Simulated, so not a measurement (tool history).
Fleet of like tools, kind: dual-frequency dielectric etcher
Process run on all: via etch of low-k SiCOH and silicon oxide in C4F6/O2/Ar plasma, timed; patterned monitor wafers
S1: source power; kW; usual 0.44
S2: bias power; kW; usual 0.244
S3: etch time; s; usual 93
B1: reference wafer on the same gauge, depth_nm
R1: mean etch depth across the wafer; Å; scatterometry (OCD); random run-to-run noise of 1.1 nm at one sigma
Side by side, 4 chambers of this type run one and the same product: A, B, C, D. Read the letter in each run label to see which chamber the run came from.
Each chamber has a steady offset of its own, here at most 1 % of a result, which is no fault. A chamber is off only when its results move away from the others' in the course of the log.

Run 1A, hour 9.3: usual settings; B1 325.29. Result: R1 2969.9 Å.
Run 2D, hour 16.3: usual settings; B1 325.13. Result: R1 2993.3 Å.
Run 3C, hour 28.8: usual settings; B1 325.11. Result: R1 2990.3 Å.
Run 4B, hour 38.8: usual settings; B1 325.22. Result: R1 2990.3 Å.
Run 5C, hour 51.2: usual settings; B1 325.05. Result: R1 2981.9 Å.
At hour 55.7: chamber A: bias power generator calibrated.
Run 6B, hour 57.8: usual settings; B1 324.73. Result: R1 2964.4 Å.
Run 7A, hour 67.8: usual settings; B1 325.2. Result: R1 2955.4 Å.
Run 8D, hour 74.6: usual settings; B1 324.91. Result: R1 2993.1 Å.
Run 9B, hour 87.5: usual settings; B1 324.78. Result: R1 2974.8 Å.
Run 10D, hour 96.3: usual settings; B1 324.79. Result: R1 2985.5 Å.
Run 11A, hour 104.7: usual settings but S2 0.216 kW, S3 115.5 s; B1 324.99. Result: R1 3509.7 Å.
Run 12C, hour 114.9: usual settings but S2 0.216 kW, S3 115.5 s; B1 324.94. Result: R1 3552.4 Å.
Run 13B, hour 126.7: usual settings but S2 0.216 kW, S3 115.5 s; B1 325.11. Result: R1 3535.6 Å.
Run 14C, hour 132.7: usual settings but S2 0.216 kW, S3 115.5 s; B1 325.21. Result: R1 3525.1 Å.
At hour 141.4: chamber C: source power generator calibrated.
Run 15D, hour 142.7: usual settings but S3 68.5 s; B1 324.76. Result: R1 2208.9 Å.
Run 16A, hour 154.9: usual settings but S3 68.5 s; B1 325.01. Result: R1 2166.7 Å.
Run 17C, hour 167.4: usual settings but S3 68.5 s; B1 324.62. Result: R1 2158.4 Å.
Run 18D, hour 176.5: usual settings but S3 68.5 s; B1 324.86. Result: R1 2193 Å.
At hour 183.9: chamber D: wet clean of the chamber.
Run 19A, hour 186: usual settings; B1 325.01. Result: R1 2976 Å.
Run 20B, hour 194.9: usual settings; B1 325.05. Result: R1 2971.3 Å.
Run 21A, hour 207.5: usual settings; B1 324.82. Result: R1 2961.1 Å.
Run 22B, hour 220.3: usual settings; B1 325.03. Result: R1 2960.3 Å.
Run 23D, hour 228.5: usual settings but S1 0.35 kW, S3 108 s; B1 324.99. Result: R1 3178.8 Å.
At hour 236.5: chamber B: wet clean of the chamber.
Run 24C, hour 237.9: usual settings but S1 0.35 kW, S3 108 s; B1 325.13. Result: R1 3105.3 Å.
Run 25A, hour 249.1: usual settings but S1 0.35 kW, S3 108 s; B1 324.91. Result: R1 3149.4 Å.
Run 26D, hour 259.3: usual settings but S1 0.35 kW, S3 108 s; B1 325.23. Result: R1 3193.1 Å.
Run 27C, hour 266.5: usual settings; B1 325.12. Result: R1 2917.6 Å.
Run 28B, hour 278.7: usual settings but S2 0.196 kW; B1 325.04. Result: R1 2780.5 Å.
Run 29A, hour 290: usual settings but S2 0.196 kW; B1 325.17. Result: R1 2738.3 Å.
Run 30B, hour 299.9: usual settings but S2 0.196 kW; B1 324.97. Result: R1 2766.2 Å.
Run 31C, hour 306.9: usual settings but S2 0.196 kW; B1 325.19. Result: R1 2685.9 Å.
Run 32D, hour 314.1: usual settings; B1 324.99. Result: R1 2981 Å.
Run 33D, hour 324.5: usual settings but S2 0.218 kW; B1 324.85. Result: R1 2896.8 Å.
Run 34B, hour 337.3: usual settings but S2 0.218 kW; B1 325.27. Result: R1 2870 Å.
Run 35A, hour 349.2: usual settings but S2 0.218 kW; B1 324.88. Result: R1 2858 Å.
Run 36C, hour 361.7: usual settings but S2 0.218 kW; B1 325.08. Result: R1 2771 Å.
Run 37A, hour 368.3: usual settings but S2 0.265 kW; B1 325.06. Result: R1 3046.8 Å.

All 4 chambers run these settings next. Forecast each chamber's results:
Run 38A, hour 377.6: usual settings. Result: R1 ?.
Run 38B, hour 377.6: usual settings. Result: R1 ?.
Run 38C, hour 377.6: usual settings. Result: R1 ?.
Run 38D, hour 377.6: usual settings. Result: R1 ?.

run      R1
38A  2977.8
38B  2969.4
38C  2871.5
38D  2988.5
